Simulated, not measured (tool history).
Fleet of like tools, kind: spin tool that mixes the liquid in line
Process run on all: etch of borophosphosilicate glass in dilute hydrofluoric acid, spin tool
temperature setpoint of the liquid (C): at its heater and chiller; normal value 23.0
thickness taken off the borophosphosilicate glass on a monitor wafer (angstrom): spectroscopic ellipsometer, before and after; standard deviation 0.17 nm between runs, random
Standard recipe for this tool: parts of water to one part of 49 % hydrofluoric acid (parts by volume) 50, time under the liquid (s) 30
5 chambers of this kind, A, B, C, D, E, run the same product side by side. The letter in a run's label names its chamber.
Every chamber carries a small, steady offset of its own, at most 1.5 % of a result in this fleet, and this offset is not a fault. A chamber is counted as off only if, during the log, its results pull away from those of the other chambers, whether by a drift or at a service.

| run | hour | temperature setpoint of the liquid (C) | parts of water to one part of 49 % hydrofluoric acid (parts by volume) | time under the liquid (s) | hours since the thermometer was replaced | hours since the hydrofluoric acid flow meter was replaced | read-back film thickness of the borophosphosilicate glass reference wafer, read on the same gauge (nm) | thickness taken off the borophosphosilicate glass on a monitor wafer (angstrom) |
|---|---|---|---|---|---|---|---|---|
| 1B | 4.6 | 23.0 | 50 | 30 | 475.8 | 945.6 | 29.983 | 266.51 |
| 2A | 9.2 | 23.0 | 50 | 30 | 725.4 | 43.1 | 29.978 | 267.90 |
| 3E | 13.1 | 23.0 | 50 | 30 | 627.8 | 1955.6 | 29.964 | 270.33 |
|  | 15.4 | chamber C: thermometer replaced |
| 4C | 16.2 | 23.0 | 50 | 30 | 0.9 | 871.4 | 29.965 | 263.49 |
| 5D | 20.1 | 23.0 | 50 | 30 | 2086.4 | 573.9 | 29.999 | 267.66 |
| 6E | 22.9 | 23.0 | 50 | 30 | 637.6 | 1965.4 | 30.013 | 274.97 |
| 7D | 27.1 | 23.0 | 50 | 30 | 2093.4 | 580.9 | 29.999 | 267.39 |
| 8A | 30.0 | 23.0 | 50 | 30 | 746.2 | 63.9 | 30.019 | 268.90 |
| 9B | 33.4 | 23.0 | 50 | 30 | 504.6 | 974.4 | 29.982 | 266.93 |
| 10C | 37.7 | 23.0 | 50 | 30 | 22.4 | 892.9 | 29.938 | 265.39 |
| 11B | 41.2 | 23.0 | 50 | 30 | 512.4 | 982.2 | 30.049 | 264.86 |
| 12D | 45.2 | 23.0 | 50 | 30 | 2111.5 | 599.0 | 30.010 | 266.91 |
| 13E | 48.6 | 23.0 | 50 | 30 | 663.3 | 1991.1 | 30.004 | 269.91 |
| 14A | 50.9 | 23.0 | 50 | 30 | 767.1 | 84.8 | 29.952 | 267.95 |
| 15C | 54.8 | 23.0 | 50 | 30 | 39.5 | 910.0 | 30.010 | 266.50 |
| 16D | 58.6 | 23.0 | 50 | 30 | 2124.9 | 612.4 | 29.982 | 268.53 |
| 17E | 62.4 | 23.0 | 50 | 30 | 677.1 | 2004.9 | 30.008 | 269.08 |
| 18A | 66.5 | 23.0 | 35 | 30 | 782.7 | 100.4 | 30.001 | 390.86 |
| 19B | 69.7 | 23.0 | 35 | 30 | 540.9 | 1010.7 | 30.014 | 388.02 |
| 20C | 74.4 | 23.0 | 35 | 30 | 59.1 | 929.6 | 30.004 | 383.83 |
| 21A | 78.5 | 23.0 | 35 | 30 | 794.7 | 112.4 | 30.011 | 385.77 |
| 22E | 82.0 | 23.0 | 35 | 30 | 696.7 | 2024.5 | 30.016 | 393.55 |
| 23D | 85.1 | 23.0 | 50 | 30 | 2151.4 | 638.9 | 29.942 | 268.57 |
| 24B | 87.9 | 23.0 | 50 | 30 | 559.1 | 1028.9 | 29.967 | 265.12 |
| 25C | 90.0 | 23.0 | 50 | 30 | 74.7 | 945.2 | 29.954 | 265.96 |
| 26B | 93.3 | 23.0 | 50 | 30 | 564.5 | 1034.3 | 29.976 | 266.75 |
| 27D | 97.9 | 23.0 | 50 | 30 | 2164.2 | 651.7 | 30.011 | 267.71 |
| 28C | 101.6 | 23.0 | 50 | 30 | 86.3 | 956.8 | 29.996 | 264.20 |
|  | 104.2 | chamber E: hydrofluoric acid flow meter replaced |
| 29E | 106.3 | 23.0 | 50 | 30 | 721.0 | 2.1 | 30.049 | 279.40 |
| 30A | 108.5 | 23.0 | 50 | 30 | 824.7 | 142.4 | 29.971 | 269.07 |
| 31B | 113.2 | 23.0 | 50 | 30 | 584.4 | 1054.2 | 29.969 | 264.55 |
| 32A | 116.8 | 23.0 | 50 | 30 | 833.0 | 150.7 | 29.946 | 269.36 |
| 33C | 119.3 | 20.5 | 60 | 30 | 104.0 | 974.5 | 30.055 | 198.73 |
| 34D | 121.7 | 20.5 | 60 | 30 | 2188.0 | 675.5 | 29.971 | 199.66 |
| 35E | 124.4 | 20.5 | 60 | 30 | 739.1 | 20.2 | 29.985 | 210.15 |
| 36B | 127.0 | 20.5 | 60 | 30 | 598.2 | 1068.0 | 30.025 | 196.89 |
| 37C | 129.6 | 20.5 | 60 | 30 | 114.3 | 984.8 | 29.989 | 200.49 |
| 38D | 132.9 | 25.0 | 40 | 30 | 2199.2 | 686.7 | 30.022 | 372.68 |
| 39E | 137.0 | 25.0 | 40 | 30 | 751.7 | 32.8 | 30.023 | 387.62 |
| 40A | 139.7 | 25.0 | 40 | 30 | 855.9 | 173.6 | 30.007 | 367.46 |
| 41A | 142.6 | 25.0 | 40 | 30 | 858.8 | 176.5 | 30.011 | 371.55 |
| 42E | 144.8 | 25.0 | 40 | 30 | 759.5 | 40.6 | 30.029 | 395.71 |
| 43B | 147.2 | 23.0 | 50 | 15 | 618.4 | 1088.2 | 30.007 | 131.02 |

All chambers now run identical settings, listed one chamber a line with results as question marks. What results will each chamber show?
| 44A | 150.6 | 23.0 | 50 | 30 |  |  |  | ? |
| 44B | 150.6 | 23.0 | 50 | 30 |  |  |  | ? |
| 44C | 150.6 | 23.0 | 50 | 30 |  |  |  | ? |
| 44D | 150.6 | 23.0 | 50 | 30 |  |  |  | ? |
| 44E | 150.6 | 23.0 | 50 | 30 |  |  |  | ? |

| run | thickness taken off the borophosphosilicate glass on a monitor wafer (angstrom) |
|---|---|
| 44A | 273.45 |
| 44B | 266.81 |
| 44C | 267.65 |
| 44D | 270.73 |
| 44E | 288.83 |

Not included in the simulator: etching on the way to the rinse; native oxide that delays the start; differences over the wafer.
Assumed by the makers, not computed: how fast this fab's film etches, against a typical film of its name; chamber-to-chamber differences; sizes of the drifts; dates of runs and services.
